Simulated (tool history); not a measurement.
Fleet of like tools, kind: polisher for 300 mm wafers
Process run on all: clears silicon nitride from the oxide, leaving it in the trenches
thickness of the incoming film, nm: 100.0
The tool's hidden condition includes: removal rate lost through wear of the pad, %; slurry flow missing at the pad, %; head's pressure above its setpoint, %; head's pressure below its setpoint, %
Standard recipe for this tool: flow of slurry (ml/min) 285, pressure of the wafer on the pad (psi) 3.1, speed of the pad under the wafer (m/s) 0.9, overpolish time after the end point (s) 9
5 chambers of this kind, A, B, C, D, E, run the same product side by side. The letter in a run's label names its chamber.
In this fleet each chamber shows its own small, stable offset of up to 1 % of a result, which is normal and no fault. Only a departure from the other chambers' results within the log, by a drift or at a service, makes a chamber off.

run,hour,flow of slurry (ml/min),pressure of the wafer on the pad (psi),speed of the pad under the wafer (m/s),overpolish time after the end point (s),wafers polished on this pad,hours since the slurry nozzle was cleaned,hours since the head pressure was calibrated,time until the end point was called (s)
1C,4.7,285,3.1,0.9,9,1028,315.9,61.6,89.096
2D,11.6,285,3.1,0.9,9,423,151.6,330.4,88.507
3B,19.7,285,3.1,0.9,9,394,325.5,920.6,93.02
4A,25.8,285,3.1,0.9,9,891,393.2,272.7,92.359
5E,32.9,285,3.1,0.9,9,220,314.6,766.4,92.899
6A,41.3,285,3.1,0.9,9,993,408.7,288.2,91.454
# hour 45.3: chamber A: slurry nozzle cleaned
7D,47.2,285,2.3,0.9,9,657,187.2,366,124.27
8B,54.5,285,2.3,0.9,9,622,360.3,955.4,122.43
9E,60.9,285,2.3,0.9,9,403,342.6,794.4,122.53
10C,66.8,285,2.3,0.9,9,1435,378,123.7,125.58
11C,74.8,285,2.3,0.9,9,1488,386,131.7,125.82
# hour 78.2: chamber A: worn pad replaced by a new one
12B,78.6,285,3.1,0.9,9,780,384.4,979.5,93.019
# hour 78.7: chamber B: worn pad replaced by a new one
13A,86,285,3.1,0.9,9,51,40.8,332.9,90.678
# hour 87.7: chamber C: worn pad replaced by a new one
14E,92.7,285,3.1,1.14,11,612,374.4,826.2,73.63
15D,97.2,285,3.1,1.14,11,985,237.2,416,72.498
# hour 104.4: chamber D: worn pad replaced by a new one
16B,105.3,285,3.1,1.14,11,174,411.1,1006.2,73.508
17C,111.3,285,3.1,1.14,11,154,422.5,168.2,72.926
18A,117.6,285,3.1,1.14,11,258,72.4,364.5,71.949
19E,121.8,285,3.1,0.9,9,803,403.5,855.3,93.338
20D,125.8,285,3.1,0.9,9,140,265.8,444.6,91.654
21A,133.1,285,3.1,0.9,9,360,87.9,380,96.794
22B,136.9,285,3.1,0.9,9,382,442.7,1037.8,89.438
23E,144.6,285,3.1,0.9,9,952,426.3,878.1,90.983
24C,151.3,285,3.1,0.9,9,417,462.5,208.2,90.121
25D,156.7,285,3.1,0.9,9,343,296.7,475.5,94.083
# hour 161.6: chamber E: worn pad replaced by a new one
26A,162.7,285,3.1,0.9,9,554,117.5,409.6,94.077
# hour 166: chamber D: slurry nozzle cleaned
27E,167.8,285,3.1,0.9,9,41,449.5,901.3,89.821
28C,175.1,285,3.1,0.9,9,573,486.3,232,90.784
29D,183.4,285,3.1,0.9,9,518,17.4,502.2,90.892
30B,191.2,285,3.1,0.9,9,738,497,1092.1,92.871
31E,195.2,285,3.1,0.9,9,220,476.9,928.7,94.772
32B,199.7,285,3.1,0.9,9,793,505.5,1100.6,87.713
33C,206.8,285,3.1,0.9,9,781,518,263.7,92.977
34D,212,285,3.1,0.9,9,705,46,530.8,93.163
# hour 217.4: chamber B: worn pad replaced by a new one
35A,219.4,285,3.1,0.9,9,926,174.2,466.3,92.24
36B,227.1,285,3.1,0.9,9,64,532.9,1128,92.68
37C,233.2,285,3.1,1,9,954,544.4,290.1,85.685
# hour 241.2: chamber E: head pressure recalibrated
38D,241.4,285,3.1,1,9,898,75.4,560.2,82.842
39E,245.7,285,3.1,1,9,551,527.4,4.5,83.167
40A,250,285,3.1,1,9,1126,204.8,496.9,80.495
41B,257.8,285,3.1,1,9,265,563.6,1158.7,83.175

Which is it: a chamber that has drifted or been left off by a service, a gauge drift common to all chambers, or only each chamber's usual small offset? If a chamber is off, name it and its likeliest cause.

Beyond each chamber's small constant offset nothing stands out, and the gauge stays steady.
